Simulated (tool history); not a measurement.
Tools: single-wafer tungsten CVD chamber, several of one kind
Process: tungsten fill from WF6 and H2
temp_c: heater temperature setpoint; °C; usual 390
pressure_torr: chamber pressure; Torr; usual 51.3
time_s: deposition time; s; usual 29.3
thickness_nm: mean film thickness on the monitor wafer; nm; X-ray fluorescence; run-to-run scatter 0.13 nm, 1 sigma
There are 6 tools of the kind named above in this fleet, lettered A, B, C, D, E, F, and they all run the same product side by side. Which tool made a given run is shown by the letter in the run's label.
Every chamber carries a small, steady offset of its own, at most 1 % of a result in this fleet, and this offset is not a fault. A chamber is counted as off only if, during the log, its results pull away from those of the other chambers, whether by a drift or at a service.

run   hour  temp_c  pressure_torr  time_s  read-back reference wafer on the same gauge, thickness_nm  thickness_nm
 1D    2.8     390           51.3    29.3                                                     72.982         90.48
 2F    6.3     390           51.3    29.3                                                     72.955        89.691
 3A   10.2     390           51.3    29.3                                                      72.96        90.486
 4C   14.6     390           51.3    29.3                                                     72.959        90.448
 5B   18.2     390           51.3    29.3                                                     72.946        90.437
 6E   20.6     390           51.3    29.3                                                     72.949        90.407
 7D   23.3     390           59.7    29.3                                                     72.937        96.848
 8C   26.7     390           59.7    29.3                                                     72.918        96.712
 9A   30.2     390           59.7    29.3                                                     72.917        96.594
10B   33.8     390           59.7    29.3                                                     72.904        96.702
11E   36.7     390           59.7    29.3                                                     72.905        96.827
12F   40.6     390           59.7    29.3                                                     72.848        95.817
13F   42.7     390           51.3    29.3                                                     72.885        89.692
14D   46.4     390           51.3    29.3                                                     72.866         90.16
15C   50.5     390           51.3    29.3                                                     72.846        90.306
16E   53.6     390           51.3    29.3                                                     72.815        90.371
17A   57.8     390           51.3    29.3                                                      72.81        90.156
18B   59.9     390           51.3    29.3                                                     72.827        90.149
19F   63.4     390           51.3    29.3                                                     72.804        89.689
20A   67.5     390           51.3    29.3                                                     72.804        90.051
21B   69.9     390           51.3    29.3                                                     72.802        90.139
22C   73.4     390           51.3    29.3                                                      72.78        90.455
23E   77.3     390           51.3    29.3                                                     72.767        90.278
24D   80.7     390           51.3    29.3                                                     72.787        89.989
25D   83.9     386           51.3    26.8                                                     72.773        76.641
26A   86.6     386           51.3    26.8                                                     72.738         76.15
27F   90.6     386           51.3    26.8                                                     72.732        75.519
      92.5  -- chamber B: capacitance manometer re-zeroed and calibrated
28E   93.7     386           51.3    26.8                                                      72.69        76.039
29B   95.6     386           51.3    26.8                                                     72.691        75.885
30C   99.4     386           51.3    26.8                                                     72.713        76.137
31C  102.3     390           55.7    33.8                                                       72.7        107.83
32A  106.3     390           55.7    33.8                                                     72.669        107.71
33F  110.6     390           55.7    33.8                                                     72.668         107.1
34E    113     390           55.7    33.8                                                     72.662        108.17
35D  115.2     390           55.7    33.8                                                     72.665         107.9
36B  118.9     390           55.7    33.8                                                     72.633        107.84
37E  123.2     390           51.3    29.3                                                     72.651        90.082
38A    127     390           47.4    29.3                                                     72.617         86.69
39D  129.5     390           47.4    29.3                                                     72.607        86.863
40F  132.2     390           47.4    29.3                                                     72.603        86.088
41B  136.2     390           47.4    29.3                                                       72.6        86.871
42C  139.5     390           47.4    29.3                                                     72.577        86.784
43E  141.5     390           47.4    29.3                                                     72.589         86.83
44D  143.6     390           51.3    29.3                                                     72.546         89.99

Is one chamber off against the others, does the gauge drift, or is nothing wrong? If a chamber is off, say which, and what the likeliest cause is.

It is the gauge, not a chamber: its drift shows up in every chamber's results at once, and no chamber is off.
Likeliest cause: gauge reads low (%) = 0.599.

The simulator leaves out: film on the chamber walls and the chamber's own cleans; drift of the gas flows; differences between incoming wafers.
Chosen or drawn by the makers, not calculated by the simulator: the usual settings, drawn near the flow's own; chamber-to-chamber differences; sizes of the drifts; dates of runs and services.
